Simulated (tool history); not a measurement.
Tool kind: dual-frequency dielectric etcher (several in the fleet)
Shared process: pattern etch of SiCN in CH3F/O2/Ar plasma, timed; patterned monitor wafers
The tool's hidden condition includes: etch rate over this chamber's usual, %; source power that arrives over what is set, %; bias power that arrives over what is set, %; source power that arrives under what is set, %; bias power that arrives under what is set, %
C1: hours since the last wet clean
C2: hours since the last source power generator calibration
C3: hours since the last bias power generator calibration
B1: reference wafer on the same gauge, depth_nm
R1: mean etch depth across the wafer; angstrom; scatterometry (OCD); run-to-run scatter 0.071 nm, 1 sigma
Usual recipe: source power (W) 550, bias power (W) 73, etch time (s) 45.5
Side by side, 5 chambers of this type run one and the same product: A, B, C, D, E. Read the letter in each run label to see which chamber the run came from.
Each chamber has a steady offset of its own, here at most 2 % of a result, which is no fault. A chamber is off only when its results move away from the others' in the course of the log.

-- day=0.154 chamber C: wet clean of the chamber
run 1B day=0.304 | source_power_(W)=550 bias_power_(W)=73 etch_time_(s)=45.5 | C1=416.4 C2=279.6 C3=434.4 | B1=19.011 | R1=190.89
run 2E day=0.512 | source_power_(W)=550 bias_power_(W)=73 etch_time_(s)=45.5 | C1=324.1 C2=1227.6 C3=142.6 | B1=19.012 | R1=197.36
run 3C day=0.833 | source_power_(W)=550 bias_power_(W)=73 etch_time_(s)=45.5 | C1=16.3 C2=1159.1 C3=2391.1 | B1=18.987 | R1=193.25
run 4A day=1.071 | source_power_(W)=550 bias_power_(W)=73 etch_time_(s)=45.5 | C1=155.6 C2=1166.4 C3=607.8 | B1=19.009 | R1=193.18
run 5D day=1.258 | source_power_(W)=550 bias_power_(W)=73 etch_time_(s)=45.5 | C1=470.3 C2=2070.9 C3=2189.5 | B1=18.978 | R1=192.94
run 6B day=1.596 | source_power_(W)=550 bias_power_(W)=73 etch_time_(s)=45.5 | C1=447.4 C2=310.6 C3=465.4 | B1=19.018 | R1=189.78
run 7E day=1.804 | source_power_(W)=550 bias_power_(W)=73 etch_time_(s)=45.5 | C1=355.1 C2=1258.6 C3=173.6 | B1=19.018 | R1=195.49
run 8A day=2.021 | source_power_(W)=550 bias_power_(W)=73 etch_time_(s)=45.5 | C1=178.4 C2=1189.2 C3=630.6 | B1=18.990 | R1=192.35
run 9D day=2.371 | source_power_(W)=550 bias_power_(W)=73 etch_time_(s)=45.5 | C1=497.0 C2=2097.6 C3=2216.2 | B1=18.996 | R1=192.90
-- day=2.512 chamber B: wet clean of the chamber
run 10C day=2.762 | source_power_(W)=550 bias_power_(W)=73 etch_time_(s)=45.5 | C1=62.6 C2=1205.4 C3=2437.4 | B1=18.992 | R1=193.09
run 11E day=3.138 | source_power_(W)=550 bias_power_(W)=73 etch_time_(s)=45.5 | C1=387.1 C2=1290.6 C3=205.6 | B1=18.997 | R1=195.79
run 12C day=3.421 | source_power_(W)=550 bias_power_(W)=73 etch_time_(s)=45.5 | C1=78.4 C2=1221.2 C3=2453.2 | B1=19.006 | R1=193.50
run 13D day=3.704 | source_power_(W)=550 bias_power_(W)=73 etch_time_(s)=45.5 | C1=529.0 C2=2129.6 C3=2248.2 | B1=19.001 | R1=193.47
-- day=3.967 chamber D: wet clean of the chamber
run 14B day=4.000 | source_power_(W)=550 bias_power_(W)=73 etch_time_(s)=45.5 | C1=35.8 C2=368.3 C3=523.1 | B1=19.015 | R1=189.81
run 15A day=4.308 | source_power_(W)=550 bias_power_(W)=73 etch_time_(s)=45.5 | C1=233.3 C2=1244.1 C3=685.5 | B1=19.003 | R1=193.76
run 16B day=4.638 | source_power_(W)=550 bias_power_(W)=73 etch_time_(s)=45.5 | C1=51.1 C2=383.6 C3=538.4 | B1=18.999 | R1=188.51
run 17E day=5.021 | source_power_(W)=550 bias_power_(W)=73 etch_time_(s)=45.5 | C1=432.3 C2=1335.8 C3=250.8 | B1=18.999 | R1=195.04
run 18A day=5.308 | source_power_(W)=550 bias_power_(W)=73 etch_time_(s)=45.5 | C1=257.3 C2=1268.1 C3=709.5 | B1=18.996 | R1=194.91
run 19C day=5.658 | source_power_(W)=550 bias_power_(W)=73 etch_time_(s)=45.5 | C1=132.1 C2=1274.9 C3=2506.9 | B1=19.017 | R1=192.93
run 20D day=6.038 | source_power_(W)=600 bias_power_(W)=66 etch_time_(s)=45.5 | C1=49.8 C2=2185.6 C3=2304.2 | B1=18.998 | R1=192.06
run 21C day=6.275 | source_power_(W)=600 bias_power_(W)=66 etch_time_(s)=45.5 | C1=146.9 C2=1289.7 C3=2521.7 | B1=18.984 | R1=194.21
run 22B day=6.662 | source_power_(W)=600 bias_power_(W)=66 etch_time_(s)=45.5 | C1=99.7 C2=432.2 C3=587.0 | B1=18.981 | R1=188.90
run 23A day=7.054 | source_power_(W)=600 bias_power_(W)=66 etch_time_(s)=45.5 | C1=299.2 C2=1310.0 C3=751.4 | B1=19.010 | R1=192.43
run 24E day=7.450 | source_power_(W)=600 bias_power_(W)=66 etch_time_(s)=45.5 | C1=490.6 C2=1394.1 C3=309.1 | B1=19.001 | R1=195.32
run 25D day=7.804 | source_power_(W)=550 bias_power_(W)=73 etch_time_(s)=45.5 | C1=92.2 C2=2228.0 C3=2346.6 | B1=18.999 | R1=192.37
run 26E day=7.979 | source_power_(W)=550 bias_power_(W)=73 etch_time_(s)=45.5 | C1=503.3 C2=1406.8 C3=321.8 | B1=18.986 | R1=196.22
run 27A day=8.271 | source_power_(W)=550 bias_power_(W)=73 etch_time_(s)=45.5 | C1=328.4 C2=1339.2 C3=780.6 | B1=19.010 | R1=194.88
run 28B day=8.621 | source_power_(W)=550 bias_power_(W)=73 etch_time_(s)=45.5 | C1=146.7 C2=479.2 C3=634.0 | B1=19.002 | R1=191.72
run 29C day=8.908 | source_power_(W)=550 bias_power_(W)=73 etch_time_(s)=45.5 | C1=210.1 C2=1352.9 C3=2584.9 | B1=19.018 | R1=194.10
run 30D day=9.271 | source_power_(W)=550 bias_power_(W)=73 etch_time_(s)=45.5 | C1=127.4 C2=2263.2 C3=2381.8 | B1=18.982 | R1=192.35
run 31D day=9.479 | source_power_(W)=550 bias_power_(W)=73 etch_time_(s)=45.5 | C1=132.4 C2=2268.2 C3=2386.8 | B1=18.986 | R1=192.96

Read the log: is a single chamber off, either drifting away or since a service, is the gauge that measures every chamber drifting, or is nothing wrong beyond small per-chamber offsets? Name any odd chamber and what most likely caused it.

Beyond each chamber's small constant offset nothing stands out, and the gauge stays steady.
